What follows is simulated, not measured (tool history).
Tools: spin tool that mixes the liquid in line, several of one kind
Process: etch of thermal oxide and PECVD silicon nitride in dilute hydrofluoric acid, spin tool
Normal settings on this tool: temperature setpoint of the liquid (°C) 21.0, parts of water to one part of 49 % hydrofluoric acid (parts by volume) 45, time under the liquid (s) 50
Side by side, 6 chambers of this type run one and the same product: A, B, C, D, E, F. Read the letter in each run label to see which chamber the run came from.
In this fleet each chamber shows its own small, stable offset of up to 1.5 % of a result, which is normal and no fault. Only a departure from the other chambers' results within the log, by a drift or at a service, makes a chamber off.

run	hour	temperature setpoint of the liquid (°C)	parts of water to one part of 49 % hydrofluoric acid (parts by volume)	time under the liquid (s)	hours since the thermometer was replaced	hours since the hydrofluoric acid flow meter was replaced	read-back film thickness of the thermal oxide reference wafer, read on the same gauge (nm)	read-back film thickness of the PECVD silicon nitride reference wafer, read on the same gauge (nm)	thickness taken off the thermal oxide on a monitor wafer (Å)	thickness taken off the PECVD silicon nitride on a monitor wafer (Å)
1B	5.9	21.0	45	50	556.9	113.4	109.97	109.97	47.273	33.437
2E	14.5	21.0	45	50	1074.8	220.0	110.01	109.96	47.488	34.302
3A	23.7	21.0	45	50	666.1	623.2	109.99	110.00	47.269	34.029
4C	31.9	21.0	45	50	567.9	1279.0	110.00	109.96	47.622	34.016
5F	38.3	21.0	45	50	218.3	1598.4	110.00	110.07	47.491	33.548
6D	44.4	22.5	45	70	1109.4	773.0	110.02	109.96	70.135	52.459
7B	53.5	22.5	45	70	604.5	161.0	110.00	110.03	70.347	51.717
8C	61.4	22.5	45	70	597.4	1308.5	110.00	109.98	71.279	52.395
9A	70.7	22.5	45	70	713.1	670.2	110.01	109.98	71.282	53.142
10E	75.6	22.5	45	70	1135.9	281.1	109.99	109.98	71.128	53.333
11F	83.2	22.5	45	70	263.2	1643.3	109.99	110.00	71.023	52.585
12D	88.3	21.0	45	50	1153.3	816.9	110.00	109.99	47.349	33.946
13F	97.1	21.0	45	50	277.1	1657.2	110.00	110.00	47.841	33.946
14C	103.1	21.0	45	50	639.1	1350.2	109.97	109.98	48.092	33.763
15B	108.5	21.0	45	50	659.5	216.0	110.01	110.00	47.638	33.237
16E	114.3	21.0	45	50	1174.6	319.8	110.02	110.03	47.509	34.219
17A	120.9	21.0	45	50	763.3	720.4	109.99	109.99	47.277	33.991
18D	128.8	21.0	60	35	1193.8	857.4	110.00	110.03	24.660	18.012
19C	137.7	21.0	60	35	673.7	1384.8	110.01	110.01	24.528	17.821
# hour 142.6: chamber C: hydrofluoric acid flow meter replaced
20F	143.7	21.0	60	35	323.7	1703.8	110.00	110.00	24.489	18.085
21D	152.2	21.0	60	35	1217.2	880.8	110.00	109.96	24.835	18.012
22E	159.9	21.0	60	35	1220.2	365.4	110.00	109.96	24.686	18.181
23A	165.9	21.0	60	35	808.3	765.4	110.00	109.97	24.277	17.866
24B	172.7	21.0	45	50	723.7	280.2	110.01	110.01	47.378	33.471
25C	177.9	21.0	45	50	713.9	35.4	110.00	109.96	48.297	33.737
26D	184.4	21.0	45	50	1249.4	913.0	110.00	110.04	47.822	33.468
27B	193.2	21.0	45	50	744.2	300.7	109.99	109.97	47.847	33.413
28A	199.9	21.0	45	50	842.3	799.4	109.99	109.99	48.433	33.770
29E	207.1	21.0	45	50	1267.4	412.6	110.03	110.02	48.213	34.154
30F	213.3	21.0	45	50	393.3	1773.4	110.00	109.97	47.320	34.012
31C	219.4	21.0	45	50	755.4	76.9	109.99	109.99	47.319	34.004
32D	223.7	21.0	45	50	1288.7	952.3	110.02	109.96	47.956	33.648
33F	229.6	21.0	45	50	409.6	1789.7	109.98	109.98	47.389	33.382
# hour 237.7: chamber D: thermometer replaced
34A	238.2	21.0	45	80	880.6	837.7	109.99	109.99	75.517	54.012
35E	246.8	21.0	45	80	1307.1	452.3	110.01	109.98	75.844	55.421
# hour 252.8: chamber E: hydrofluoric acid flow meter replaced
36B	254.2	21.0	45	80	805.2	361.7	110.00	110.04	75.770	53.917
37D	260.2	21.0	45	80	22.6	988.8	110.01	110.00	76.366	54.771
38E	265.7	21.0	45	80	1326.0	13.0	110.00	109.99	76.324	54.590
# hour 273.6: chamber A: hydrofluoric acid flow meter replaced
39B	274.0	21.0	45	80	825.0	381.5	109.98	109.99	76.036	53.709
40F	279.6	21.0	45	50	459.6	1839.7	110.02	110.00	47.149	34.274
41C	288.5	21.0	45	50	824.5	146.0	109.98	109.98	48.241	33.830
42A	297.2	21.0	45	50	939.6	23.6	110.01	109.96	47.356	33.880
43E	303.8	21.0	45	50	1364.1	51.1	110.01	110.00	47.489	34.302

Decide between three cases: one chamber stands off from its peers, the gauge reading all wafers drifts, or nothing is wrong past each chamber's small offset. Where a chamber is off, say which and what most likely put it there.

Nothing is wrong: each chamber keeps only its own small, steady offset and the gauge holds still.
